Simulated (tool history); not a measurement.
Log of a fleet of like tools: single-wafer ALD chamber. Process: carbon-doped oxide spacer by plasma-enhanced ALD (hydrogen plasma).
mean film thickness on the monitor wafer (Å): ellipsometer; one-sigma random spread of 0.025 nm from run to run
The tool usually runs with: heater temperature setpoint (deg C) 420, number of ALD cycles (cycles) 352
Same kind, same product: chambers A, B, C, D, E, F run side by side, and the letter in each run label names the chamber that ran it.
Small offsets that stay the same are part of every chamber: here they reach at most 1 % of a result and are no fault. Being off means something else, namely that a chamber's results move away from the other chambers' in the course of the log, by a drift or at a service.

run	day	heater temperature setpoint (deg C)	number of ALD cycles (cycles)	read-back reference wafer on the same gauge, thickness_nm	mean film thickness on the monitor wafer (Å)
1C	0.238	420	352	16.299	165.56
2A	0.433	420	352	16.3	165.94
3E	0.692	420	352	16.297	165.97
4B	1.067	420	352	16.291	165.17
5F	1.321	420	352	16.294	165.58
6D	1.612	420	352	16.284	163.96
7D	1.988	420	352	16.288	163.99
8E	2.2	429	409	16.285	187.22
9F	2.55	429	409	16.279	187.02
10B	2.775	429	409	16.276	186.15
11A	3.175	429	409	16.275	186.68
# day 3.467: chamber F: thermocouple changed; heater temperature recalibrated
12C	3.546	429	409	16.27	186.96
13D	3.888	429	409	16.261	184.85
14B	4.133	420	352	16.271	164.25
15E	4.521	420	352	16.259	165.42
16F	4.912	420	352	16.256	165.32
17C	5.221	407	352	16.258	172.13
18A	5.6	407	352	16.255	171.88
19D	5.808	407	352	16.25	170.73
20F	6.238	407	352	16.244	171.85
21C	6.529	407	352	16.244	171.92
22E	6.754	407	352	16.244	172.29
23A	7.088	420	352	16.239	165.02
24B	7.475	420	352	16.237	164.33
25D	7.9	434	285	16.227	126.35
26E	8.292	434	285	16.23	127.98
27C	8.508	434	285	16.227	127.55
28A	8.721	434	285	16.223	127.12
29B	9.129	434	285	16.225	126.57
30F	9.488	434	285	16.225	127.71
31E	9.767	420	352	16.211	164.7
32C	9.958	420	352	16.22	164.44
33D	10.304	420	352	16.212	162.97
34A	10.725	420	352	16.207	164.26
35B	11.062	420	352	16.21	164.36
36F	11.454	420	352	16.204	165.02
37B	11.65	420	352	16.204	164

One chamber off, gauge drift, or nothing amiss beyond the chambers' own small offsets? If it is a chamber, which one, and what is the likeliest cause?

The gauge drifts, so all chambers seem to drift together. No chamber is off.
Cause: gauge reads low (%) = 0.61.
